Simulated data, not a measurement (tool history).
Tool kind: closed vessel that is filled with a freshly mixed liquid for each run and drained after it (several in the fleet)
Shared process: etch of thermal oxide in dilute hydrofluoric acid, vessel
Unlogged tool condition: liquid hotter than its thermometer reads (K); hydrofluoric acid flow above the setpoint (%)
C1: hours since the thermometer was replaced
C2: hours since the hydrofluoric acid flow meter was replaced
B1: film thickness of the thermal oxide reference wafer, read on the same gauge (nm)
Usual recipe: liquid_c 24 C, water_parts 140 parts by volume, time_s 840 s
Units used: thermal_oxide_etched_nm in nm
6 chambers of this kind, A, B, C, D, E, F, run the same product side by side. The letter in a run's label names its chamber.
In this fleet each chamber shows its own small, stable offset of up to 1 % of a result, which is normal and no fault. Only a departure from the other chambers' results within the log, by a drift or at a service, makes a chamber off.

run 1C hour=6.8 | liquid_c=24 water_parts=140 time_s=840 | C1=471.2 C2=841.5 | B1=39.973 | thermal_oxide_etched_nm=26.235
run 2F hour=15.9 | liquid_c=24 water_parts=140 time_s=840 | C1=511.1 C2=70.3 | B1=40.012 | thermal_oxide_etched_nm=26.968
run 3E hour=24.4 | liquid_c=24 water_parts=140 time_s=840 | C1=441.4 C2=157.5 | B1=40.024 | thermal_oxide_etched_nm=26.229
run 4B hour=32.4 | liquid_c=24 water_parts=140 time_s=840 | C1=629.6 C2=1088.3 | B1=39.997 | thermal_oxide_etched_nm=26.104
run 5D hour=40.4 | liquid_c=24 water_parts=140 time_s=840 | C1=1793.7 C2=678.2 | B1=39.984 | thermal_oxide_etched_nm=26.240
run 6A hour=51.4 | liquid_c=24 water_parts=140 time_s=840 | C1=352.4 C2=150.9 | B1=40.033 | thermal_oxide_etched_nm=26.646
run 7B hour=65.8 | liquid_c=24 water_parts=140 time_s=840 | C1=663.0 C2=1121.7 | B1=39.930 | thermal_oxide_etched_nm=26.575
run 8D hour=74.1 | liquid_c=24 water_parts=140 time_s=840 | C1=1827.4 C2=711.9 | B1=39.982 | thermal_oxide_etched_nm=25.503
run 9E hour=83.6 | liquid_c=24 water_parts=140 time_s=840 | C1=500.6 C2=216.7 | B1=40.026 | thermal_oxide_etched_nm=26.056
run 10F hour=92.2 | liquid_c=24 water_parts=140 time_s=840 | C1=587.4 C2=146.6 | B1=39.932 | thermal_oxide_etched_nm=26.227
run 11A hour=103.1 | liquid_c=24 water_parts=140 time_s=840 | C1=404.1 C2=202.6 | B1=40.026 | thermal_oxide_etched_nm=26.311
run 12C hour=110.7 | liquid_c=24 water_parts=140 time_s=840 | C1=575.1 C2=945.4 | B1=39.988 | thermal_oxide_etched_nm=26.370
run 13A hour=118.3 | liquid_c=24 water_parts=165 time_s=1025 | C1=419.3 C2=217.8 | B1=40.053 | thermal_oxide_etched_nm=26.859
-- hour=125.0 chamber D: hydrofluoric acid flow meter replaced
run 14F hour=125.4 | liquid_c=24 water_parts=165 time_s=1025 | C1=620.6 C2=179.8 | B1=40.017 | thermal_oxide_etched_nm=26.655
run 15E hour=132.9 | liquid_c=24 water_parts=165 time_s=1025 | C1=549.9 C2=266.0 | B1=40.010 | thermal_oxide_etched_nm=25.848
run 16C hour=141.4 | liquid_c=24 water_parts=165 time_s=1025 | C1=605.8 C2=976.1 | B1=40.057 | thermal_oxide_etched_nm=26.515
-- hour=144.2 chamber B: thermometer replaced
run 17D hour=149.6 | liquid_c=24 water_parts=165 time_s=1025 | C1=1902.9 C2=24.7 | B1=39.953 | thermal_oxide_etched_nm=26.250
run 18B hour=161.0 | liquid_c=24 water_parts=165 time_s=1025 | C1=16.9 C2=1216.9 | B1=39.978 | thermal_oxide_etched_nm=26.854
run 19C hour=174.8 | liquid_c=24 water_parts=140 time_s=840 | C1=639.2 C2=1009.5 | B1=40.005 | thermal_oxide_etched_nm=26.327
run 20B hour=189.5 | liquid_c=24 water_parts=140 time_s=840 | C1=45.4 C2=1245.4 | B1=39.989 | thermal_oxide_etched_nm=26.386
run 21D hour=196.2 | liquid_c=24 water_parts=140 time_s=840 | C1=1949.5 C2=71.3 | B1=40.020 | thermal_oxide_etched_nm=26.339
run 22E hour=208.4 | liquid_c=24 water_parts=140 time_s=840 | C1=625.4 C2=341.5 | B1=39.966 | thermal_oxide_etched_nm=26.261
run 23F hour=222.9 | liquid_c=24 water_parts=140 time_s=840 | C1=718.1 C2=277.3 | B1=40.044 | thermal_oxide_etched_nm=26.653
run 24A hour=238.0 | liquid_c=24 water_parts=140 time_s=840 | C1=539.0 C2=337.5 | B1=39.960 | thermal_oxide_etched_nm=26.514
-- hour=243.7 chamber A: thermometer replaced
run 25E hour=251.9 | liquid_c=24 water_parts=140 time_s=840 | C1=668.9 C2=385.0 | B1=39.996 | thermal_oxide_etched_nm=26.299
run 26C hour=265.9 | liquid_c=24 water_parts=140 time_s=1140 | C1=730.3 C2=1100.6 | B1=40.017 | thermal_oxide_etched_nm=35.711
run 27D hour=276.4 | liquid_c=24 water_parts=140 time_s=1140 | C1=2029.7 C2=151.5 | B1=40.010 | thermal_oxide_etched_nm=35.284
run 28B hour=288.1 | liquid_c=24 water_parts=140 time_s=1140 | C1=144.0 C2=1344.0 | B1=39.985 | thermal_oxide_etched_nm=35.898
-- hour=289.3 chamber C: hydrofluoric acid flow meter replaced
run 29A hour=296.5 | liquid_c=24 water_parts=140 time_s=1140 | C1=52.9 C2=396.0 | B1=39.982 | thermal_oxide_etched_nm=35.649
run 30F hour=307.7 | liquid_c=24 water_parts=140 time_s=1140 | C1=802.9 C2=362.1 | B1=40.026 | thermal_oxide_etched_nm=35.553
run 31C hour=317.5 | liquid_c=24 water_parts=140 time_s=1140 | C1=781.9 C2=28.2 | B1=40.048 | thermal_oxide_etched_nm=35.346
run 32E hour=325.0 | liquid_c=24 water_parts=140 time_s=840 | C1=742.0 C2=458.1 | B1=39.985 | thermal_oxide_etched_nm=26.254
run 33F hour=333.3 | liquid_c=24 water_parts=140 time_s=840 | C1=828.5 C2=387.7 | B1=39.988 | thermal_oxide_etched_nm=26.436
run 34D hour=344.9 | liquid_c=24 water_parts=205 time_s=660 | C1=2098.2 C2=220.0 | B1=40.014 | thermal_oxide_etched_nm=13.278
run 35A hour=357.4 | liquid_c=24 water_parts=205 time_s=660 | C1=113.8 C2=456.9 | B1=39.983 | thermal_oxide_etched_nm=13.165
run 36B hour=365.4 | liquid_c=24 water_parts=205 time_s=660 | C1=221.3 C2=1421.3 | B1=39.990 | thermal_oxide_etched_nm=13.367
run 37E hour=377.6 | liquid_c=24 water_parts=205 time_s=660 | C1=794.6 C2=510.7 | B1=40.000 | thermal_oxide_etched_nm=12.906
run 38F hour=385.3 | liquid_c=24 water_parts=205 time_s=660 | C1=880.5 C2=439.7 | B1=40.005 | thermal_oxide_etched_nm=13.290
run 39C hour=397.4 | liquid_c=24 water_parts=205 time_s=660 | C1=861.8 C2=108.1 | B1=40.004 | thermal_oxide_etched_nm=12.937
run 40D hour=404.9 | liquid_c=24 water_parts=140 time_s=840 | C1=2158.2 C2=280.0 | B1=39.984 | thermal_oxide_etched_nm=26.378
run 41A hour=412.8 | liquid_c=24 water_parts=140 time_s=840 | C1=169.2 C2=512.3 | B1=39.979 | thermal_oxide_etched_nm=26.387
run 42B hour=423.8 | liquid_c=24 water_parts=200 time_s=840 | C1=279.7 C2=1479.7 | B1=40.010 | thermal_oxide_etched_nm=17.386
run 43F hour=430.5 | liquid_c=24 water_parts=200 time_s=840 | C1=925.7 C2=484.9 | B1=39.994 | thermal_oxide_etched_nm=17.304
run 44C hour=440.2 | liquid_c=24 water_parts=200 time_s=840 | C1=904.6 C2=150.9 | B1=40.034 | thermal_oxide_etched_nm=17.228

What goes on in this fleet: one chamber off, a drifting gauge, or nothing beyond the chambers' own small offsets? Name the chamber and the cause, if any.

The fleet is healthy, with each chamber sitting at its usual small offset and no drift in the gauge.
